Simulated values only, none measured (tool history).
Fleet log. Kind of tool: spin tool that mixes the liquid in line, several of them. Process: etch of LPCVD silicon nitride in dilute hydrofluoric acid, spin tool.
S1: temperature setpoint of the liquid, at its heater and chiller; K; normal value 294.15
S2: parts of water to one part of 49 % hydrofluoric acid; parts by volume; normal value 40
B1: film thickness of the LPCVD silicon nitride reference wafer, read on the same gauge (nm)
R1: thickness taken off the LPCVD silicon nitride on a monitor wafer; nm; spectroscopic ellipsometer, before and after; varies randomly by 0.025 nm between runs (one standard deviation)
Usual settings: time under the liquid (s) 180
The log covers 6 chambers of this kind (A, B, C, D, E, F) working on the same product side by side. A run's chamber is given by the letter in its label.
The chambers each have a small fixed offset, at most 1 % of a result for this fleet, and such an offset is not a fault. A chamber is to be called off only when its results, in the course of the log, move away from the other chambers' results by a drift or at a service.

{"run": "1E", "hour": 4.6, "S1": 294.15, "S2": 40, "time under the liquid (s)": 180, "B1": 129.99, "R1": 1.5814}
{"run": "2C", "hour": 8.6, "S1": 294.15, "S2": 40, "time under the liquid (s)": 180, "B1": 130, "R1": 1.5937}
{"run": "3D", "hour": 12.1, "S1": 294.15, "S2": 40, "time under the liquid (s)": 180, "B1": 129.99, "R1": 1.6791}
{"run": "4A", "hour": 15.4, "S1": 294.15, "S2": 40, "time under the liquid (s)": 180, "B1": 129.97, "R1": 1.6333}
{"run": "5F", "hour": 19.9, "S1": 294.15, "S2": 40, "time under the liquid (s)": 180, "B1": 130.02, "R1": 1.6162}
{"run": "6B", "hour": 22.9, "S1": 294.15, "S2": 40, "time under the liquid (s)": 180, "B1": 130.02, "R1": 1.6377}
{"run": "7F", "hour": 27.0, "S1": 294.15, "S2": 40, "time under the liquid (s)": 180, "B1": 130, "R1": 1.6022}
{"run": "8A", "hour": 29.7, "S1": 292.65, "S2": 40, "time under the liquid (s)": 180, "B1": 130.02, "R1": 1.4616}
{"run": "9E", "hour": 32.0, "S1": 292.65, "S2": 40, "time under the liquid (s)": 180, "B1": 129.99, "R1": 1.4429}
{"run": "10D", "hour": 35.7, "S1": 292.65, "S2": 40, "time under the liquid (s)": 180, "B1": 130.02, "R1": 1.4598}
{"run": "11C", "hour": 39.0, "S1": 292.65, "S2": 40, "time under the liquid (s)": 180, "B1": 130.01, "R1": 1.4529}
{"run": "12B", "hour": 43.0, "S1": 292.65, "S2": 40, "time under the liquid (s)": 180, "B1": 130.01, "R1": 1.4387}
{"run": "13A", "hour": 47.7, "S1": 292.65, "S2": 40, "time under the liquid (s)": 180, "B1": 129.96, "R1": 1.4479}
{"run": "14C", "hour": 50.7, "S1": 294.15, "S2": 40, "time under the liquid (s)": 180, "B1": 129.99, "R1": 1.6076}
{"run": "15F", "hour": 54.9, "S1": 294.15, "S2": 40, "time under the liquid (s)": 180, "B1": 129.97, "R1": 1.6032}
{"run": "16B", "hour": 58.5, "S1": 294.15, "S2": 40, "time under the liquid (s)": 180, "B1": 130, "R1": 1.5938}
{"run": "17D", "hour": 62.9, "S1": 291.65, "S2": 40, "time under the liquid (s)": 95, "B1": 129.99, "R1": 0.69667}
{"run": "18E", "hour": 66.0, "S1": 291.65, "S2": 40, "time under the liquid (s)": 95, "B1": 130.04, "R1": 0.68564}
{"run": "19A", "hour": 70.6, "S1": 291.65, "S2": 40, "time under the liquid (s)": 95, "B1": 129.97, "R1": 0.71032}
{"run": "20B", "hour": 72.7, "S1": 291.65, "S2": 40, "time under the liquid (s)": 95, "B1": 130, "R1": 0.70055}
{"run": "21E", "hour": 75.1, "S1": 291.65, "S2": 40, "time under the liquid (s)": 95, "B1": 130.04, "R1": 0.7062}
{"run": "22C", "hour": 78.1, "S1": 291.65, "S2": 40, "time under the liquid (s)": 95, "B1": 129.99, "R1": 0.74088}
{"run": "23D", "hour": 81.5, "S1": 294.15, "S2": 40, "time under the liquid (s)": 180, "B1": 129.99, "R1": 1.5957}
{"run": "24F", "hour": 83.7, "S1": 294.15, "S2": 40, "time under the liquid (s)": 180, "B1": 130.02, "R1": 1.5973}
{"run": "25A", "hour": 85.8, "S1": 294.15, "S2": 40, "time under the liquid (s)": 180, "B1": 130.02, "R1": 1.5832}
{"run": "26C", "hour": 89.1, "S1": 294.15, "S2": 40, "time under the liquid (s)": 180, "B1": 129.99, "R1": 1.6793}
{"run": "27B", "hour": 91.8, "S1": 294.15, "S2": 40, "time under the liquid (s)": 180, "B1": 130.02, "R1": 1.6081}
{"run": "28D", "hour": 95.7, "S1": 294.15, "S2": 40, "time under the liquid (s)": 180, "B1": 130.02, "R1": 1.6075}
{"run": "29F", "hour": 100.1, "S1": 298.15, "S2": 40, "time under the liquid (s)": 215, "B1": 129.99, "R1": 2.5773}
{"run": "30E", "hour": 103.6, "S1": 298.15, "S2": 40, "time under the liquid (s)": 215, "B1": 129.99, "R1": 2.533}
{"run": "31D", "hour": 107.4, "S1": 298.15, "S2": 40, "time under the liquid (s)": 215, "B1": 130, "R1": 2.6036}
{"run": "32B", "hour": 111.9, "S1": 298.15, "S2": 40, "time under the liquid (s)": 215, "B1": 130.01, "R1": 2.5535}
{"run": "33E", "hour": 114.6, "S1": 298.15, "S2": 40, "time under the liquid (s)": 215, "B1": 130, "R1": 2.52}
{"run": "34A", "hour": 116.7, "S1": 298.15, "S2": 40, "time under the liquid (s)": 215, "B1": 130.02, "R1": 2.5848}
{"run": "35F", "hour": 119.8, "S1": 290.15, "S2": 55, "time under the liquid (s)": 180, "B1": 129.98, "R1": 0.90132}
{"run": "36C", "hour": 124.4, "S1": 290.15, "S2": 55, "time under the liquid (s)": 180, "B1": 129.99, "R1": 0.97026}
{"run": "37D", "hour": 126.9, "S1": 290.15, "S2": 55, "time under the liquid (s)": 180, "B1": 130.01, "R1": 0.8993}
{"run": "38E", "hour": 129.8, "S1": 290.15, "S2": 55, "time under the liquid (s)": 180, "B1": 130.01, "R1": 0.89177}
{"run": "39A", "hour": 133.0, "S1": 290.15, "S2": 55, "time under the liquid (s)": 180, "B1": 130.01, "R1": 0.88443}
{"run": "40B", "hour": 135.2, "S1": 290.15, "S2": 55, "time under the liquid (s)": 180, "B1": 130, "R1": 0.88197}
{"run": "41F", "hour": 139.7, "S1": 294.15, "S2": 40, "time under the liquid (s)": 180, "B1": 130.02, "R1": 1.5804}
{"run": "42C", "hour": 143.5, "S1": 294.15, "S2": 40, "time under the liquid (s)": 180, "B1": 130.02, "R1": 1.8686}
{"run": "43F", "hour": 147.5, "S1": 294.15, "S2": 40, "time under the liquid (s)": 180, "B1": 129.95, "R1": 1.6444}
{"run": "44B", "hour": 150.4, "S1": 294.15, "S2": 40, "time under the liquid (s)": 180, "B1": 129.97, "R1": 1.6032}

Next, every chamber runs the same settings. What will each give?
{"run": "45A", "hour": 153.8, "S1": 294.15, "S2": 40, "time under the liquid (s)": 145, "R1": "?"}
{"run": "45B", "hour": 153.8, "S1": 294.15, "S2": 40, "time under the liquid (s)": 145, "R1": "?"}
{"run": "45C", "hour": 153.8, "S1": 294.15, "S2": 40, "time under the liquid (s)": 145, "R1": "?"}
{"run": "45D", "hour": 153.8, "S1": 294.15, "S2": 40, "time under the liquid (s)": 145, "R1": "?"}
{"run": "45E", "hour": 153.8, "S1": 294.15, "S2": 40, "time under the liquid (s)": 145, "R1": "?"}
{"run": "45F", "hour": 153.8, "S1": 294.15, "S2": 40, "time under the liquid (s)": 145, "R1": "?"}

run=45A R1=1.3368
run=45B R1=1.3052
run=45C R1=1.5156
run=45D R1=1.3492
run=45E R1=1.2947
run=45F R1=1.3008
